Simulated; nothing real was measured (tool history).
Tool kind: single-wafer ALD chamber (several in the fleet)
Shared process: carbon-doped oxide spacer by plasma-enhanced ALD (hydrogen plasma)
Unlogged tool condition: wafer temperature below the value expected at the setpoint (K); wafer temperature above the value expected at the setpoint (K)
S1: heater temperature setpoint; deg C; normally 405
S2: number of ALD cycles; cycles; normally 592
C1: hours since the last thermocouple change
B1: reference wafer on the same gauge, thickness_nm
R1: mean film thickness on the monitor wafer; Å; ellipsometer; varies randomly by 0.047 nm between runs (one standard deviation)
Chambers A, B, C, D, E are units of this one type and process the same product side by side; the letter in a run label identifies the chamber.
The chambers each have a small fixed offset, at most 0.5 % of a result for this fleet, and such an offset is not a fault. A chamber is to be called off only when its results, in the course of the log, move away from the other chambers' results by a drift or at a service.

Run 1E, hour 9: usual settings; C1 349; B1 28.513. Result: R1 293.3 Å.
Run 2A, hour 23: usual settings; C1 29.8; B1 28.519. Result: R1 290.87 Å.
Run 3D, hour 38.4: usual settings; C1 668.2; B1 28.518. Result: R1 292.59 Å.
At hour 40.8: chamber C: thermocouple changed; heater temperature recalibrated.
Run 4B, hour 47.6: usual settings; C1 1517; B1 28.537. Result: R1 293.05 Å.
Run 5C, hour 62.3: usual settings; C1 21.5; B1 28.525. Result: R1 290.7 Å.
Run 6B, hour 74.3: usual settings; C1 1543.7; B1 28.547. Result: R1 292.94 Å.
Run 7D, hour 83.9: usual settings; C1 713.7; B1 28.532. Result: R1 292.07 Å.
Run 8E, hour 92.6: usual settings; C1 432.6; B1 28.537. Result: R1 293.75 Å.
Run 9A, hour 101: usual settings; C1 107.8; B1 28.539. Result: R1 290.97 Å.
Run 10C, hour 113.3: usual settings; C1 72.5; B1 28.554. Result: R1 290.5 Å.
Run 11D, hour 123.8: usual settings; C1 753.6; B1 28.549. Result: R1 293.45 Å.
Run 12E, hour 137.7: usual settings; C1 477.7; B1 28.57. Result: R1 292.84 Å.
Run 13A, hour 148.6: usual settings; C1 155.4; B1 28.569. Result: R1 291.86 Å.
Run 14B, hour 158.1: usual settings; C1 1627.5; B1 28.572. Result: R1 293 Å.
Run 15C, hour 168.3: usual settings; C1 127.5; B1 28.581. Result: R1 290.97 Å.
Run 16D, hour 176.8: usual settings; C1 806.6; B1 28.586. Result: R1 292.78 Å.
Run 17B, hour 185.1: usual settings; C1 1654.5; B1 28.586. Result: R1 293.72 Å.
Run 18C, hour 193.6: usual settings; C1 152.8; B1 28.591. Result: R1 291.46 Å.
At hour 197.9: chamber B: thermocouple changed; heater temperature recalibrated.
Run 19E, hour 201.6: usual settings; C1 541.6; B1 28.592. Result: R1 293.08 Å.
Run 20A, hour 214.3: usual settings; C1 221.1; B1 28.607. Result: R1 290.89 Å.
Run 21B, hour 221.6: usual settings; C1 23.8; B1 28.588. Result: R1 293.43 Å.
Run 22C, hour 232.9: usual settings; C1 192.1; B1 28.61. Result: R1 292.8 Å.
Run 23D, hour 243.8: usual settings but S1 411 deg C, S2 505 cycles; C1 873.6; B1 28.616. Result: R1 246.03 Å.
Run 24E, hour 251.3: usual settings but S1 411 deg C, S2 505 cycles; C1 591.3; B1 28.619. Result: R1 246.27 Å.
Run 25A, hour 264.2: usual settings but S1 411 deg C, S2 505 cycles; C1 271; B1 28.614. Result: R1 244.32 Å.
Run 26B, hour 277.5: usual settings but S1 411 deg C, S2 505 cycles; C1 79.7; B1 28.619. Result: R1 246.38 Å.
Run 27E, hour 288.5: usual settings but S1 411 deg C, S2 505 cycles; C1 628.5; B1 28.621. Result: R1 245.98 Å.
Run 28A, hour 297.2: usual settings; C1 304; B1 28.643. Result: R1 291.91 Å.
Run 29D, hour 306.2: usual settings; C1 936; B1 28.645. Result: R1 293.91 Å.
Run 30C, hour 317.2: usual settings but S1 411 deg C, S2 697 cycles; C1 276.4; B1 28.64. Result: R1 337.2 Å.
Run 31D, hour 325.6: usual settings but S1 411 deg C, S2 697 cycles; C1 955.4; B1 28.655. Result: R1 339.85 Å.
Run 32C, hour 338.6: usual settings but S1 411 deg C, S2 697 cycles; C1 297.8; B1 28.664. Result: R1 337.31 Å.
Run 33E, hour 349.7: usual settings but S1 411 deg C, S2 697 cycles; C1 689.7; B1 28.669. Result: R1 339.19 Å.
Run 34B, hour 359.3: usual settings but S1 411 deg C, S2 697 cycles; C1 161.5; B1 28.664. Result: R1 339.85 Å.
Run 35A, hour 372.8: usual settings; C1 379.6; B1 28.675. Result: R1 292.28 Å.
Run 36C, hour 388.4: usual settings; C1 347.6; B1 28.683. Result: R1 292.15 Å.
Run 37B, hour 398: usual settings; C1 200.2; B1 28.697. Result: R1 294.17 Å.

Next, every chamber runs the same settings. What will each give?
Run 38A, hour 409.5: usual settings. Result: R1 ?.
Run 38B, hour 409.5: usual settings. Result: R1 ?.
Run 38C, hour 409.5: usual settings. Result: R1 ?.
Run 38D, hour 409.5: usual settings. Result: R1 ?.
Run 38E, hour 409.5: usual settings. Result: R1 ?.

run      R1
38A  292.76
38B  293.27
38C  292.36
38D  294.38
38E  294.02

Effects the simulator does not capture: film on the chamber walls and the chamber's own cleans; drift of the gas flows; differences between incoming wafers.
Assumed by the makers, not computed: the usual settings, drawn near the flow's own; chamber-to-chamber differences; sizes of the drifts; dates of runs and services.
